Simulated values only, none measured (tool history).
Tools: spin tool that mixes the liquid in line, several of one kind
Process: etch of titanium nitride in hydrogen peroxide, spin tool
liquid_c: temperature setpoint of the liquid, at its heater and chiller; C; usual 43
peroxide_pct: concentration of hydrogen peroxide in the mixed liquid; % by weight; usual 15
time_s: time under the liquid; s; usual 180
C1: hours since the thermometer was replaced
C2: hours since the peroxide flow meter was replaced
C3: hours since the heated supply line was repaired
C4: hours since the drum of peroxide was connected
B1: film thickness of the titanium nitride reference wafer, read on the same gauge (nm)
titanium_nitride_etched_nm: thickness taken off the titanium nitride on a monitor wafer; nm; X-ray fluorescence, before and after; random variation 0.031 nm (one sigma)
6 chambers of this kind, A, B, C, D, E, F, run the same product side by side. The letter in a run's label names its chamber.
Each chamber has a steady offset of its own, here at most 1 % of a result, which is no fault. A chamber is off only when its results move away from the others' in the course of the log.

Run 1D, hour 14.9: usual settings; C1 1563.4; C2 1029.5; C3 719.3; C4 191.4; B1 130.04. Result: titanium_nitride_etched_nm 2.8783 nm.
Run 2C, hour 24.1: usual settings; C1 243.5; C2 111.4; C3 1239; C4 1293; B1 129.95. Result: titanium_nitride_etched_nm 2.8223 nm.
Run 3E, hour 31.3: usual settings; C1 360.9; C2 198.6; C3 1916.5; C4 369.8; B1 129.98. Result: titanium_nitride_etched_nm 2.8798 nm.
Run 4B, hour 44: usual settings; C1 1909.1; C2 1444; C3 798; C4 868.6; B1 130. Result: titanium_nitride_etched_nm 2.8207 nm.
At hour 47.9: chamber F: new drum of peroxide connected.
Run 5A, hour 58.6: usual settings; C1 537.5; C2 331.9; C3 681.2; C4 701.6; B1 130.06. Result: titanium_nitride_etched_nm 2.8263 nm.
Run 6F, hour 73.4: usual settings; C1 2528.5; C2 1107.2; C3 764.4; C4 25.5; B1 130.01. Result: titanium_nitride_etched_nm 2.8239 nm.
Run 7E, hour 87.2: usual settings; C1 416.8; C2 254.5; C3 1972.4; C4 425.7; B1 130.01. Result: titanium_nitride_etched_nm 2.8173 nm.
Run 8C, hour 99.1: usual settings; C1 318.5; C2 186.4; C3 1314; C4 1368; B1 129.99. Result: titanium_nitride_etched_nm 2.8339 nm.
Run 9B, hour 114.3: usual settings; C1 1979.4; C2 1514.3; C3 868.3; C4 938.9; B1 129.97. Result: titanium_nitride_etched_nm 2.8382 nm.
At hour 119.2: chamber E: heated supply line repaired.
Run 10D, hour 123.7: usual settings; C1 1672.2; C2 1138.3; C3 828.1; C4 300.2; B1 130.03. Result: titanium_nitride_etched_nm 2.8624 nm.
Run 11A, hour 133.6: usual settings; C1 612.5; C2 406.9; C3 756.2; C4 776.6; B1 130.03. Result: titanium_nitride_etched_nm 2.8343 nm.
Run 12F, hour 141: usual settings; C1 2596.1; C2 1174.8; C3 832; C4 93.1; B1 129.98. Result: titanium_nitride_etched_nm 2.8713 nm.
Run 13C, hour 150.1: usual settings; C1 369.5; C2 237.4; C3 1365; C4 1419; B1 130. Result: titanium_nitride_etched_nm 2.7684 nm.
At hour 150.7: chamber E: thermometer replaced.
Run 14A, hour 162: usual settings; C1 640.9; C2 435.3; C3 784.6; C4 805; B1 130. Result: titanium_nitride_etched_nm 2.8497 nm.
At hour 170.4: chamber B: new drum of peroxide connected.
Run 15B, hour 176.5: usual settings; C1 2041.6; C2 1576.5; C3 930.5; C4 6.1; B1 130.01. Result: titanium_nitride_etched_nm 2.8193 nm.
Run 16E, hour 188.9: usual settings; C1 38.2; C2 356.2; C3 69.7; C4 527.4; B1 129.99. Result: titanium_nitride_etched_nm 2.8485 nm.
Run 17D, hour 199.4: usual settings but liquid_c 36 C, time_s 95 s; C1 1747.9; C2 1214; C3 903.8; C4 375.9; B1 130.02. Result: titanium_nitride_etched_nm 0.85099 nm.
Run 18F, hour 213.6: usual settings but liquid_c 36 C, time_s 95 s; C1 2668.7; C2 1247.4; C3 904.6; C4 165.7; B1 129.94. Result: titanium_nitride_etched_nm 0.87957 nm.
At hour 222.1: chamber B: thermometer replaced.
Run 19F, hour 227.7: usual settings but liquid_c 36 C, time_s 95 s; C1 2682.8; C2 1261.5; C3 918.7; C4 179.8; B1 130. Result: titanium_nitride_etched_nm 0.88037 nm.
Run 20C, hour 238.8: usual settings but liquid_c 36 C, time_s 95 s; C1 458.2; C2 326.1; C3 1453.7; C4 1507.7; B1 129.97. Result: titanium_nitride_etched_nm 0.86759 nm.
Run 21B, hour 253: usual settings but liquid_c 36 C, time_s 95 s; C1 30.9; C2 1653; C3 1007; C4 82.6; B1 130.02. Result: titanium_nitride_etched_nm 0.88648 nm.
Run 22E, hour 267.1: usual settings but liquid_c 36 C, time_s 95 s; C1 116.4; C2 434.4; C3 147.9; C4 605.6; B1 130. Result: titanium_nitride_etched_nm 0.89624 nm.
Run 23D, hour 278.8: usual settings; C1 1827.3; C2 1293.4; C3 983.2; C4 455.3; B1 129.95. Result: titanium_nitride_etched_nm 2.7062 nm.
Run 24A, hour 294.1: usual settings; C1 773; C2 567.4; C3 916.7; C4 937.1; B1 130.03. Result: titanium_nitride_etched_nm 2.8553 nm.
At hour 294.2: chamber F: thermometer replaced.
Run 25A, hour 304.9: usual settings; C1 783.8; C2 578.2; C3 927.5; C4 947.9; B1 130.01. Result: titanium_nitride_etched_nm 2.8682 nm.
Run 26E, hour 311.8: usual settings but liquid_c 35.5 C, time_s 220 s; C1 161.1; C2 479.1; C3 192.6; C4 650.3; B1 130.01. Result: titanium_nitride_etched_nm 1.9739 nm.
Run 27B, hour 326.5: usual settings but liquid_c 35.5 C, time_s 220 s; C1 104.4; C2 1726.5; C3 1080.5; C4 156.1; B1 130. Result: titanium_nitride_etched_nm 1.9791 nm.
Run 28F, hour 341.1: usual settings but liquid_c 35.5 C, time_s 220 s; C1 46.9; C2 1374.9; C3 1032.1; C4 293.2; B1 129.96. Result: titanium_nitride_etched_nm 1.9403 nm.
At hour 349.2: chamber C: new drum of peroxide connected.
Run 29C, hour 351.8: usual settings but liquid_c 35.5 C, time_s 220 s; C1 571.2; C2 439.1; C3 1566.7; C4 2.6; B1 129.99. Result: titanium_nitride_etched_nm 1.9532 nm.
At hour 352.7: chamber A: new drum of peroxide connected.
Run 30D, hour 362.2: usual settings but liquid_c 35.5 C, time_s 220 s; C1 1910.7; C2 1376.8; C3 1066.6; C4 538.7; B1 130.01. Result: titanium_nitride_etched_nm 1.7702 nm.
At hour 369.2: chamber E: new drum of peroxide connected.
Run 31A, hour 370.9: usual settings but liquid_c 35.5 C, time_s 220 s; C1 849.8; C2 644.2; C3 993.5; C4 18.3; B1 130.01. Result: titanium_nitride_etched_nm 1.9806 nm.
Run 32B, hour 380.5: usual settings; C1 158.4; C2 1780.5; C3 1134.5; C4 210.1; B1 129.99. Result: titanium_nitride_etched_nm 2.8248 nm.
Run 33D, hour 390.7: usual settings; C1 1939.2; C2 1405.3; C3 1095.1; C4 567.2; B1 129.97. Result: titanium_nitride_etched_nm 2.6356 nm.
Run 34F, hour 404.7: usual settings; C1 110.5; C2 1438.5; C3 1095.7; C4 356.8; B1 130.01. Result: titanium_nitride_etched_nm 2.8453 nm.
At hour 409.7: chamber D: new drum of peroxide connected.
Run 35C, hour 415: usual settings; C1 634.4; C2 502.3; C3 1629.9; C4 65.8; B1 130.04. Result: titanium_nitride_etched_nm 2.8214 nm.
Run 36E, hour 422.2: usual settings; C1 271.5; C2 589.5; C3 303; C4 53.1; B1 130.04. Result: titanium_nitride_etched_nm 2.8823 nm.
Run 37D, hour 431.9: usual settings; C1 1980.4; C2 1446.5; C3 1136.3; C4 22.3; B1 130.05. Result: titanium_nitride_etched_nm 2.5797 nm.
Run 38A, hour 446: usual settings; C1 924.9; C2 719.3; C3 1068.6; C4 93.4; B1 129.99. Result: titanium_nitride_etched_nm 2.8772 nm.
Run 39F, hour 453.5: usual settings; C1 159.3; C2 1487.3; C3 1144.5; C4 405.6; B1 129.97. Result: titanium_nitride_etched_nm 2.8824 nm.

Is one chamber off against the others, does the gauge drift, or is nothing wrong? If a chamber is off, say which, and what the likeliest cause is.

Chamber D drifts away from the others.
Cause: liquid colder than its thermometer reads (K) = 1.24.
The log may not tell that from: temperature lost on the way to the wafer (K).

Here are 4 candidates for chamber D's next run, each the usual settings with a change, their results left as question marks. Which one brings its results back in line with what the others give on the usual settings?
In line means no further than this from the other chambers' mean on the usual settings: titanium_nitride_etched_nm 0.11 nm
Run 40D-1, hour 464.6: usual settings but liquid_c 44.5 C, time_s 190 s. Result: titanium_nitride_etched_nm ?.
Run 40D-2, hour 464.6: usual settings but time_s 200 s. Result: titanium_nitride_etched_nm ?.
Run 40D-3, hour 464.6: usual settings but liquid_c 41.5 C, time_s 170 s. Result: titanium_nitride_etched_nm ?.
Run 40D-4, hour 464.6: usual settings but liquid_c 42 C, time_s 175 s. Result: titanium_nitride_etched_nm ?.

The other chambers' mean on the usual settings: titanium_nitride_etched_nm 2.8577 nm
  run  titanium_nitride_etched_nm
40D-1                      3.0778
40D-2                      2.8876
40D-3                       2.187
40D-4                      2.3393
40D-2 brings the chamber back in line.
